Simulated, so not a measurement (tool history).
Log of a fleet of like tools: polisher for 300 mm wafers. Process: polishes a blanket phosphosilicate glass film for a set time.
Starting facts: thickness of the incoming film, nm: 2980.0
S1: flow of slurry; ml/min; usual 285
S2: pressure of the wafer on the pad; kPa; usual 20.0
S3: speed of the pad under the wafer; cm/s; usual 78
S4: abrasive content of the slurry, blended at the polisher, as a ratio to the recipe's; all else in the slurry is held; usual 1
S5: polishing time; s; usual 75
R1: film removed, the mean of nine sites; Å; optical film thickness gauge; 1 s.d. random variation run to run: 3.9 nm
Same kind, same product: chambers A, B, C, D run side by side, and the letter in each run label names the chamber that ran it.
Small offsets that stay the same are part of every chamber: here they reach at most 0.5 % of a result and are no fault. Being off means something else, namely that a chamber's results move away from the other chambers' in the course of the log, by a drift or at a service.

{"run": "1C", "hour": 7.9, "S1": 285, "S2": 20.0, "S3": 78, "S4": 1, "S5": 75, "R1": 4776.6}
{"run": "2D", "hour": 15.0, "S1": 285, "S2": 20.0, "S3": 78, "S4": 1, "S5": 75, "R1": 4870.0}
{"hour": 16.5, "done": "chamber A: slurry blender recalibrated"}
{"hour": 20.6, "done": "chamber B: worn pad replaced by a new one"}
{"hour": 20.9, "done": "chamber D: worn pad replaced by a new one"}
{"hour": 24.1, "done": "chamber D: head pressure recalibrated"}
{"run": "3B", "hour": 24.4, "S1": 285, "S2": 20.0, "S3": 78, "S4": 1, "S5": 75, "R1": 4786.6}
{"run": "4A", "hour": 28.8, "S1": 285, "S2": 20.0, "S3": 78, "S4": 1, "S5": 75, "R1": 4885.4}
{"run": "5D", "hour": 38.1, "S1": 285, "S2": 20.0, "S3": 78, "S4": 1, "S5": 75, "R1": 4801.0}
{"hour": 44.6, "done": "chamber A: worn pad replaced by a new one"}
{"run": "6A", "hour": 45.9, "S1": 285, "S2": 20.0, "S3": 78, "S4": 1, "S5": 75, "R1": 4849.7}
{"run": "7B", "hour": 50.7, "S1": 285, "S2": 20.0, "S3": 78, "S4": 1, "S5": 75, "R1": 4784.9}
{"hour": 54.3, "done": "chamber B: conditioning disc replaced and pad reconditioned"}
{"hour": 54.8, "done": "chamber C: conditioning disc replaced and pad reconditioned"}
{"run": "8C", "hour": 59.7, "S1": 285, "S2": 20.0, "S3": 78, "S4": 1, "S5": 75, "R1": 4809.6}
{"hour": 66.0, "done": "chamber C: worn pad replaced by a new one"}
{"run": "9B", "hour": 67.0, "S1": 285, "S2": 20.0, "S3": 78, "S4": 1, "S5": 75, "R1": 4788.9}
{"hour": 71.7, "done": "chamber C: slurry nozzle cleaned"}
{"run": "10C", "hour": 73.4, "S1": 285, "S2": 15.9, "S3": 78, "S4": 1, "S5": 75, "R1": 3838.7}
{"hour": 76.8, "done": "chamber C: slurry blender recalibrated"}
{"run": "11D", "hour": 79.3, "S1": 285, "S2": 15.9, "S3": 78, "S4": 1, "S5": 75, "R1": 3842.6}
{"run": "12A", "hour": 84.3, "S1": 285, "S2": 15.9, "S3": 78, "S4": 1, "S5": 75, "R1": 3773.8}
{"hour": 88.4, "done": "chamber D: slurry blender recalibrated"}
{"run": "13A", "hour": 91.8, "S1": 285, "S2": 15.9, "S3": 78, "S4": 1, "S5": 75, "R1": 3838.1}
{"run": "14B", "hour": 99.3, "S1": 285, "S2": 20.0, "S3": 78, "S4": 1, "S5": 75, "R1": 4732.2}
{"hour": 102.8, "done": "chamber D: worn pad replaced by a new one"}
{"run": "15D", "hour": 103.9, "S1": 285, "S2": 20.0, "S3": 78, "S4": 1, "S5": 75, "R1": 4791.2}
{"run": "16C", "hour": 108.6, "S1": 285, "S2": 20.0, "S3": 78, "S4": 1, "S5": 75, "R1": 4721.6}
{"hour": 110.6, "done": "chamber B: worn pad replaced by a new one"}
{"run": "17D", "hour": 114.0, "S1": 285, "S2": 20.0, "S3": 78, "S4": 1, "S5": 75, "R1": 4770.2}
{"run": "18A", "hour": 120.4, "S1": 285, "S2": 20.0, "S3": 78, "S4": 1, "S5": 75, "R1": 4864.1}
{"run": "19B", "hour": 129.9, "S1": 285, "S2": 20.0, "S3": 78, "S4": 1, "S5": 75, "R1": 4732.0}
{"run": "20C", "hour": 137.4, "S1": 285, "S2": 20.0, "S3": 78, "S4": 1, "S5": 75, "R1": 4764.6}
{"hour": 142.3, "done": "chamber A: worn pad replaced by a new one"}
{"run": "21A", "hour": 143.4, "S1": 285, "S2": 20.0, "S3": 78, "S4": 1, "S5": 75, "R1": 4802.1}
{"run": "22C", "hour": 152.3, "S1": 285, "S2": 20.0, "S3": 78, "S4": 1, "S5": 75, "R1": 4747.4}
{"run": "23B", "hour": 160.1, "S1": 285, "S2": 20.0, "S3": 78, "S4": 1, "S5": 91, "R1": 5576.1}
{"run": "24D", "hour": 167.1, "S1": 285, "S2": 20.0, "S3": 78, "S4": 1, "S5": 91, "R1": 5863.5}
{"hour": 168.4, "done": "chamber B: slurry nozzle cleaned"}
{"run": "25B", "hour": 176.2, "S1": 285, "S2": 20.0, "S3": 78, "S4": 1, "S5": 91, "R1": 5496.6}
{"run": "26D", "hour": 182.1, "S1": 285, "S2": 20.0, "S3": 78, "S4": 1, "S5": 91, "R1": 5791.2}
{"hour": 187.2, "done": "chamber D: worn pad replaced by a new one"}
{"hour": 187.3, "done": "chamber A: slurry nozzle cleaned"}
{"hour": 187.7, "done": "chamber C: worn pad replaced by a new one"}
{"run": "27C", "hour": 191.2, "S1": 285, "S2": 20.0, "S3": 78, "S4": 1, "S5": 75, "R1": 4844.9}
{"hour": 193.4, "done": "chamber B: conditioning disc replaced and pad reconditioned"}
{"run": "28A", "hour": 198.2, "S1": 285, "S2": 20.0, "S3": 78, "S4": 1, "S5": 75, "R1": 4849.9}
{"run": "29B", "hour": 203.4, "S1": 285, "S2": 20.0, "S3": 78, "S4": 1, "S5": 75, "R1": 4501.6}
{"hour": 205.3, "done": "chamber D: slurry nozzle cleaned"}
{"hour": 206.2, "done": "chamber D: conditioning disc replaced and pad reconditioned"}
{"run": "30C", "hour": 210.9, "S1": 285, "S2": 20.0, "S3": 78, "S4": 1, "S5": 75, "R1": 4823.0}
{"run": "31D", "hour": 216.5, "S1": 285, "S2": 20.0, "S3": 78, "S4": 1, "S5": 75, "R1": 4758.7}
{"hour": 219.8, "done": "chamber A: slurry blender recalibrated"}
{"hour": 223.1, "done": "chamber B: worn pad replaced by a new one"}
{"run": "32A", "hour": 225.3, "S1": 285, "S2": 20.0, "S3": 78, "S4": 1, "S5": 75, "R1": 4854.1}
{"hour": 230.4, "done": "chamber A: worn pad replaced by a new one"}
{"run": "33A", "hour": 233.7, "S1": 285, "S2": 20.0, "S3": 78, "S4": 1, "S5": 75, "R1": 4833.0}
{"run": "34D", "hour": 241.7, "S1": 285, "S2": 20.0, "S3": 78, "S4": 1, "S5": 75, "R1": 4836.8}
{"run": "35C", "hour": 250.7, "S1": 285, "S2": 20.0, "S3": 78, "S4": 1, "S5": 75, "R1": 4794.0}
{"hour": 258.2, "done": "chamber D: worn pad replaced by a new one"}
{"run": "36B", "hour": 259.1, "S1": 285, "S2": 20.0, "S3": 78, "S4": 1, "S5": 75, "R1": 4288.7}
{"run": "37C", "hour": 265.8, "S1": 285, "S2": 20.0, "S3": 78, "S4": 1, "S5": 75, "R1": 4801.0}
{"run": "38A", "hour": 272.5, "S1": 285, "S2": 20.0, "S3": 78, "S4": 1, "S5": 75, "R1": 4842.9}
{"run": "39D", "hour": 280.0, "S1": 285, "S2": 20.0, "S3": 78, "S4": 1, "S5": 75, "R1": 4806.4}

Next, all 4 chambers run the settings below, one line each with question marks for the results. What does each chamber give?
{"run": "40A", "hour": 286.9, "S1": 285, "S2": 20.0, "S3": 78, "S4": 1, "S5": 51, "R1": "?"}
{"run": "40B", "hour": 286.9, "S1": 285, "S2": 20.0, "S3": 78, "S4": 1, "S5": 51, "R1": "?"}
{"run": "40C", "hour": 286.9, "S1": 285, "S2": 20.0, "S3": 78, "S4": 1, "S5": 51, "R1": "?"}
{"run": "40D", "hour": 286.9, "S1": 285, "S2": 20.0, "S3": 78, "S4": 1, "S5": 51, "R1": "?"}

run=40A R1=3285.0
run=40B R1=2884.1
run=40C R1=3220.1
run=40D R1=3261.5
